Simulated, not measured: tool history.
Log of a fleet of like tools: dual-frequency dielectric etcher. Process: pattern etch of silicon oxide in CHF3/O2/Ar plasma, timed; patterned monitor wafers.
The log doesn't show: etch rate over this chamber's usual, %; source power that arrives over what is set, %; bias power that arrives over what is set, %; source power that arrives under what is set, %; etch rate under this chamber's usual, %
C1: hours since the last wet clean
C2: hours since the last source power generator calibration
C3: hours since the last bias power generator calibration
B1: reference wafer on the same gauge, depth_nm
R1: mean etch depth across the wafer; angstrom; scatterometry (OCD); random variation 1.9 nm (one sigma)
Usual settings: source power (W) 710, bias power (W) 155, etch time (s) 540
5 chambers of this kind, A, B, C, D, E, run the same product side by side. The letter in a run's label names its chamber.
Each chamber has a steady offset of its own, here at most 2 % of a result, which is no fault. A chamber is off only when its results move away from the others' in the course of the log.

At hour 5.6: chamber B: wet clean of the chamber.
Run 1A, hour 11.8: usual settings; C1 266; C2 822.7; C3 2407; B1 970.09. Result: R1 10871 angstrom.
Run 2C, hour 23: usual settings; C1 95; C2 1734.5; C3 1136.5; B1 969.28. Result: R1 10881 angstrom.
Run 3D, hour 33.1: usual settings; C1 417.4; C2 620.2; C3 3548.9; B1 969.01. Result: R1 10885 angstrom.
Run 4E, hour 42.7: usual settings; C1 446.6; C2 512; C3 1465.4; B1 969.2. Result: R1 10922 angstrom.
Run 5B, hour 50.5: usual settings but bias power (W) 125; C1 45; C2 1382.3; C3 689.3; B1 969.21. Result: R1 9938.8 angstrom.
Run 6D, hour 56.5: usual settings but bias power (W) 125; C1 440.8; C2 643.6; C3 3572.3; B1 969.36. Result: R1 10146 angstrom.
Run 7C, hour 65.7: usual settings but bias power (W) 125; C1 137.7; C2 1777.2; C3 1179.2; B1 968.9. Result: R1 10185 angstrom.
Run 8E, hour 77.5: usual settings but bias power (W) 125; C1 481.4; C2 546.8; C3 1500.2; B1 968.41. Result: R1 10191 angstrom.
Run 9A, hour 88.7: usual settings but bias power (W) 125; C1 342.9; C2 899.6; C3 2483.9; B1 968.04. Result: R1 10147 angstrom.
Run 10B, hour 94.8: usual settings; C1 89.3; C2 1426.6; C3 733.6; B1 968.09. Result: R1 10626 angstrom.
Run 11E, hour 102.2: usual settings; C1 506.1; C2 571.5; C3 1524.9; B1 968.24. Result: R1 10882 angstrom.
Run 12D, hour 111.2: usual settings; C1 495.5; C2 698.3; C3 3627; B1 967.61. Result: R1 10849 angstrom.
Run 13A, hour 120.5: usual settings; C1 374.7; C2 931.4; C3 2515.7; B1 967.53. Result: R1 10815 angstrom.
At hour 129.2: chamber E: wet clean of the chamber.
Run 14C, hour 132.6: usual settings; C1 204.6; C2 1844.1; C3 1246.1; B1 967.75. Result: R1 10885 angstrom.
At hour 137.8: chamber D: wet clean of the chamber.
Run 15B, hour 144.8: usual settings; C1 139.3; C2 1476.6; C3 783.6; B1 967.01. Result: R1 10628 angstrom.
Run 16A, hour 156.8: usual settings; C1 411; C2 967.7; C3 2552; B1 966.99. Result: R1 10851 angstrom.
Run 17C, hour 162.6: usual settings but bias power (W) 121, etch time (s) 677.5; C1 234.6; C2 1874.1; C3 1276.1; B1 966.81. Result: R1 12607 angstrom.
Run 18D, hour 171.3: usual settings but bias power (W) 121, etch time (s) 677.5; C1 33.6; C2 758.4; C3 3687.1; B1 966.58. Result: R1 12604 angstrom.
Run 19E, hour 177.9: usual settings but bias power (W) 121, etch time (s) 677.5; C1 48.8; C2 647.2; C3 1600.6; B1 966.3. Result: R1 12651 angstrom.
Run 20B, hour 190.5: usual settings but bias power (W) 121, etch time (s) 677.5; C1 185; C2 1522.3; C3 829.3; B1 966.17. Result: R1 12296 angstrom.
Run 21D, hour 197.1: usual settings but bias power (W) 121, etch time (s) 677.5; C1 59.4; C2 784.2; C3 3712.9; B1 966.27. Result: R1 12595 angstrom.
Run 22C, hour 205.1: usual settings; C1 277.1; C2 1916.6; C3 1318.6; B1 965.47. Result: R1 10835 angstrom.
Run 23B, hour 211.9: usual settings; C1 206.4; C2 1543.7; C3 850.7; B1 965.64. Result: R1 10652 angstrom.
Run 24E, hour 222.9: usual settings but bias power (W) 142; C1 93.8; C2 692.2; C3 1645.6; B1 965.48. Result: R1 10581 angstrom.
Run 25A, hour 232.1: usual settings but bias power (W) 142; C1 486.3; C2 1043; C3 2627.3; B1 965. Result: R1 10516 angstrom.
Run 26C, hour 238.4: usual settings but bias power (W) 142; C1 310.4; C2 1949.9; C3 1351.9; B1 965.05. Result: R1 10537 angstrom.
Run 27E, hour 245.9: usual settings but bias power (W) 142; C1 116.8; C2 715.2; C3 1668.6; B1 964.84. Result: R1 10568 angstrom.
Run 28D, hour 255.4: usual settings but bias power (W) 142; C1 117.7; C2 842.5; C3 3771.2; B1 965.13. Result: R1 10533 angstrom.
Run 29B, hour 265.9: usual settings; C1 260.4; C2 1597.7; C3 904.7; B1 964.45. Result: R1 10600 angstrom.
Run 30A, hour 278.5: usual settings; C1 532.7; C2 1089.4; C3 2673.7; B1 964.79. Result: R1 10815 angstrom.
Run 31A, hour 288.9: usual settings but source power (W) 770; C1 543.1; C2 1099.8; C3 2684.1; B1 964.16. Result: R1 11162 angstrom.
Run 32C, hour 300.4: usual settings but source power (W) 770; C1 372.4; C2 2011.9; C3 1413.9; B1 964.04. Result: R1 11170 angstrom.
Run 33B, hour 307.2: usual settings but source power (W) 770; C1 301.7; C2 1639; C3 946; B1 963.61. Result: R1 10940 angstrom.
Run 34E, hour 318.3: usual settings but source power (W) 770; C1 189.2; C2 787.6; C3 1741; B1 963.44. Result: R1 11202 angstrom.
Run 35D, hour 330.8: usual settings but source power (W) 770; C1 193.1; C2 917.9; C3 3846.6; B1 963.33. Result: R1 11135 angstrom.

What goes on in this fleet: one chamber off, a drifting gauge, or nothing beyond the chambers' own small offsets? Name the chamber and the cause, if any.

The gauge drifts, so all chambers seem to drift together. No chamber is off.
Cause: gauge reads low (%) = 0.708.

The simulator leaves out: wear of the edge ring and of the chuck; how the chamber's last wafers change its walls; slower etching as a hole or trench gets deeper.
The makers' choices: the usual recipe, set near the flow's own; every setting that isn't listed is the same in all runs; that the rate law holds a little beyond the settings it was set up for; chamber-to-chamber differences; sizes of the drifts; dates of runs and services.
